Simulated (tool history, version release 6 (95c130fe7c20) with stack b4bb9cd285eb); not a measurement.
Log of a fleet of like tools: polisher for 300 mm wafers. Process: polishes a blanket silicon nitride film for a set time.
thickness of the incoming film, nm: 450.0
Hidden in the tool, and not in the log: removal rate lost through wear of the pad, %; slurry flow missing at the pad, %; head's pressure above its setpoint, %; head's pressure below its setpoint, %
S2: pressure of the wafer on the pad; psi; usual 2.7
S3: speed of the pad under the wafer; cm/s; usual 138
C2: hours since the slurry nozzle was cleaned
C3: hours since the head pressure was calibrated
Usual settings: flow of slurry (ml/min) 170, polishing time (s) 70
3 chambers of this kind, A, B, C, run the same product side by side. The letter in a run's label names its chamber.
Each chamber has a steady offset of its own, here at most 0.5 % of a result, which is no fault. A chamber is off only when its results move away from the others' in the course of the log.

run 1B hour=2.8 | flow_of_slurry_(ml/min)=170 S2=2.7 S3=138 polishing_time_(s)=70 | wafers_polished_on_this_pad=757 C2=92.6 C3=280.8 | film_removed_(nm)=105.250
run 2A hour=6.2 | flow_of_slurry_(ml/min)=170 S2=2.7 S3=138 polishing_time_(s)=70 | wafers_polished_on_this_pad=483 C2=529.0 C3=666.9 | film_removed_(nm)=105.050
run 3C hour=10.6 | flow_of_slurry_(ml/min)=170 S2=2.7 S3=138 polishing_time_(s)=70 | wafers_polished_on_this_pad=472 C2=296.8 C3=264.1 | film_removed_(nm)=104.970
run 4C hour=14.4 | flow_of_slurry_(ml/min)=170 S2=2.7 S3=138 polishing_time_(s)=70 | wafers_polished_on_this_pad=495 C2=300.6 C3=267.9 | film_removed_(nm)=103.470
-- hour=18.7 chamber C: worn pad replaced by a new one
run 5B hour=19.1 | flow_of_slurry_(ml/min)=170 S2=2.7 S3=138 polishing_time_(s)=70 | wafers_polished_on_this_pad=857 C2=108.9 C3=297.1 | film_removed_(nm)=103.750
run 6A hour=21.6 | flow_of_slurry_(ml/min)=170 S2=2.7 S3=138 polishing_time_(s)=70 | wafers_polished_on_this_pad=578 C2=544.4 C3=682.3 | film_removed_(nm)=105.050
run 7B hour=26.7 | flow_of_slurry_(ml/min)=170 S2=2.7 S3=138 polishing_time_(s)=70 | wafers_polished_on_this_pad=904 C2=116.5 C3=304.7 | film_removed_(nm)=103.700
run 8C hour=30.9 | flow_of_slurry_(ml/min)=170 S2=2.7 S3=138 polishing_time_(s)=70 | wafers_polished_on_this_pad=75 C2=317.1 C3=284.4 | film_removed_(nm)=105.120
run 9A hour=34.5 | flow_of_slurry_(ml/min)=170 S2=2.7 S3=138 polishing_time_(s)=91 | wafers_polished_on_this_pad=657 C2=557.3 C3=695.2 | film_removed_(nm)=136.610
run 10B hour=38.4 | flow_of_slurry_(ml/min)=170 S2=2.7 S3=138 polishing_time_(s)=91 | wafers_polished_on_this_pad=976 C2=128.2 C3=316.4 | film_removed_(nm)=135.200
run 11A hour=42.8 | flow_of_slurry_(ml/min)=170 S2=2.7 S3=138 polishing_time_(s)=91 | wafers_polished_on_this_pad=708 C2=565.6 C3=703.5 | film_removed_(nm)=134.840
run 12C hour=48.2 | flow_of_slurry_(ml/min)=170 S2=2.7 S3=138 polishing_time_(s)=70 | wafers_polished_on_this_pad=181 C2=334.4 C3=301.7 | film_removed_(nm)=105.330
run 13B hour=50.7 | flow_of_slurry_(ml/min)=170 S2=2.7 S3=138 polishing_time_(s)=70 | wafers_polished_on_this_pad=1052 C2=140.5 C3=328.7 | film_removed_(nm)=104.520
run 14A hour=55.6 | flow_of_slurry_(ml/min)=170 S2=2.7 S3=138 polishing_time_(s)=70 | wafers_polished_on_this_pad=787 C2=578.4 C3=716.3 | film_removed_(nm)=104.700
-- hour=58.5 chamber B: worn pad replaced by a new one
run 15C hour=58.6 | flow_of_slurry_(ml/min)=170 S2=3.0 S3=104 polishing_time_(s)=70 | wafers_polished_on_this_pad=245 C2=344.8 C3=312.1 | film_removed_(nm)=93.656
run 16A hour=62.1 | flow_of_slurry_(ml/min)=170 S2=3.0 S3=104 polishing_time_(s)=70 | wafers_polished_on_this_pad=827 C2=584.9 C3=722.8 | film_removed_(nm)=92.991
run 17B hour=66.8 | flow_of_slurry_(ml/min)=170 S2=3.0 S3=104 polishing_time_(s)=70 | wafers_polished_on_this_pad=51 C2=156.6 C3=344.8 | film_removed_(nm)=92.021
run 18C hour=72.1 | flow_of_slurry_(ml/min)=225 S2=2.4 S3=138 polishing_time_(s)=70 | wafers_polished_on_this_pad=328 C2=358.3 C3=325.6 | film_removed_(nm)=97.543
run 19B hour=76.4 | flow_of_slurry_(ml/min)=225 S2=2.4 S3=138 polishing_time_(s)=70 | wafers_polished_on_this_pad=110 C2=166.2 C3=354.4 | film_removed_(nm)=94.997
run 20C hour=80.8 | flow_of_slurry_(ml/min)=225 S2=2.4 S3=138 polishing_time_(s)=70 | wafers_polished_on_this_pad=382 C2=367.0 C3=334.3 | film_removed_(nm)=95.882
run 21A hour=84.2 | flow_of_slurry_(ml/min)=170 S2=2.7 S3=138 polishing_time_(s)=70 | wafers_polished_on_this_pad=963 C2=607.0 C3=744.9 | film_removed_(nm)=105.850
run 22B hour=89.3 | flow_of_slurry_(ml/min)=170 S2=2.7 S3=138 polishing_time_(s)=70 | wafers_polished_on_this_pad=189 C2=179.1 C3=367.3 | film_removed_(nm)=103.590
run 23C hour=92.7 | flow_of_slurry_(ml/min)=170 S2=2.7 S3=138 polishing_time_(s)=70 | wafers_polished_on_this_pad=455 C2=378.9 C3=346.2 | film_removed_(nm)=103.200
run 24A hour=96.7 | flow_of_slurry_(ml/min)=170 S2=3.2 S3=138 polishing_time_(s)=57 | wafers_polished_on_this_pad=1040 C2=619.5 C3=757.4 | film_removed_(nm)=101.260
-- hour=99.4 chamber C: worn pad replaced by a new one
run 25A hour=101.6 | flow_of_slurry_(ml/min)=170 S2=3.2 S3=138 polishing_time_(s)=57 | wafers_polished_on_this_pad=1070 C2=624.4 C3=762.3 | film_removed_(nm)=100.200
run 26C hour=106.0 | flow_of_slurry_(ml/min)=170 S2=3.2 S3=138 polishing_time_(s)=57 | wafers_polished_on_this_pad=40 C2=392.2 C3=359.5 | film_removed_(nm)=100.680
run 27B hour=109.7 | flow_of_slurry_(ml/min)=170 S2=2.7 S3=138 polishing_time_(s)=70 | wafers_polished_on_this_pad=315 C2=199.5 C3=387.7 | film_removed_(nm)=105.340
run 28A hour=113.6 | flow_of_slurry_(ml/min)=170 S2=2.7 S3=138 polishing_time_(s)=70 | wafers_polished_on_this_pad=1143 C2=636.4 C3=774.3 | film_removed_(nm)=106.280
run 29B hour=118.3 | flow_of_slurry_(ml/min)=170 S2=2.7 S3=138 polishing_time_(s)=70 | wafers_polished_on_this_pad=367 C2=208.1 C3=396.3 | film_removed_(nm)=104.300
-- hour=122.7 chamber A: slurry nozzle cleaned
run 30C hour=123.2 | flow_of_slurry_(ml/min)=170 S2=2.7 S3=138 polishing_time_(s)=70 | wafers_polished_on_this_pad=146 C2=409.4 C3=376.7 | film_removed_(nm)=104.620
run 31A hour=126.4 | flow_of_slurry_(ml/min)=150 S2=3.1 S3=138 polishing_time_(s)=70 | wafers_polished_on_this_pad=1222 C2=3.8 C3=787.1 | film_removed_(nm)=117.050
run 32B hour=131.5 | flow_of_slurry_(ml/min)=150 S2=3.1 S3=138 polishing_time_(s)=70 | wafers_polished_on_this_pad=449 C2=221.3 C3=409.5 | film_removed_(nm)=115.420
-- hour=132.7 chamber A: head pressure recalibrated
run 33C hour=134.0 | flow_of_slurry_(ml/min)=150 S2=3.1 S3=138 polishing_time_(s)=70 | wafers_polished_on_this_pad=212 C2=420.2 C3=387.5 | film_removed_(nm)=116.880
run 34A hour=136.7 | flow_of_slurry_(ml/min)=170 S2=2.7 S3=138 polishing_time_(s)=70 | wafers_polished_on_this_pad=1286 C2=14.1 C3=4.0 | film_removed_(nm)=105.330
-- hour=138.7 chamber A: worn pad replaced by a new one
run 35C hour=139.3 | flow_of_slurry_(ml/min)=170 S2=2.7 S3=138 polishing_time_(s)=70 | wafers_polished_on_this_pad=245 C2=425.5 C3=392.8 | film_removed_(nm)=103.160
run 36B hour=142.5 | flow_of_slurry_(ml/min)=170 S2=2.7 S3=138 polishing_time_(s)=70 | wafers_polished_on_this_pad=516 C2=232.3 C3=420.5 | film_removed_(nm)=104.200
run 37C hour=146.7 | flow_of_slurry_(ml/min)=170 S2=2.7 S3=138 polishing_time_(s)=70 | wafers_polished_on_this_pad=291 C2=432.9 C3=400.2 | film_removed_(nm)=103.190
run 38A hour=150.0 | flow_of_slurry_(ml/min)=170 S2=2.7 S3=138 polishing_time_(s)=70 | wafers_polished_on_this_pad=69 C2=27.4 C3=17.3 | film_removed_(nm)=105.350
-- hour=152.9 chamber B: slurry nozzle cleaned
run 39B hour=155.2 | flow_of_slurry_(ml/min)=170 S2=2.7 S3=138 polishing_time_(s)=70 | wafers_polished_on_this_pad=594 C2=2.4 C3=433.2 | film_removed_(nm)=103.710
run 40A hour=159.7 | flow_of_slurry_(ml/min)=170 S2=2.7 S3=138 polishing_time_(s)=70 | wafers_polished_on_this_pad=129 C2=37.1 C3=27.0 | film_removed_(nm)=104.240
run 41B hour=163.2 | flow_of_slurry_(ml/min)=135 S2=2.1 S3=138 polishing_time_(s)=70 | wafers_polished_on_this_pad=644 C2=10.4 C3=441.2 | film_removed_(nm)=77.694
run 42C hour=166.5 | flow_of_slurry_(ml/min)=135 S2=2.1 S3=138 polishing_time_(s)=70 | wafers_polished_on_this_pad=412 C2=452.7 C3=420.0 | film_removed_(nm)=77.289

All 3 chambers run these settings next. Forecast each chamber's results:
run 43A hour=170.4 | flow_of_slurry_(ml/min)=170 S2=2.7 S3=108 polishing_time_(s)=70 | film_removed_(nm)=?
run 43B hour=170.4 | flow_of_slurry_(ml/min)=170 S2=2.7 S3=108 polishing_time_(s)=70 | film_removed_(nm)=?
run 43C hour=170.4 | flow_of_slurry_(ml/min)=170 S2=2.7 S3=108 polishing_time_(s)=70 | film_removed_(nm)=?

run=43A film_removed_(nm)=86.838
run=43B film_removed_(nm)=85.946
run=43C film_removed_(nm)=86.074

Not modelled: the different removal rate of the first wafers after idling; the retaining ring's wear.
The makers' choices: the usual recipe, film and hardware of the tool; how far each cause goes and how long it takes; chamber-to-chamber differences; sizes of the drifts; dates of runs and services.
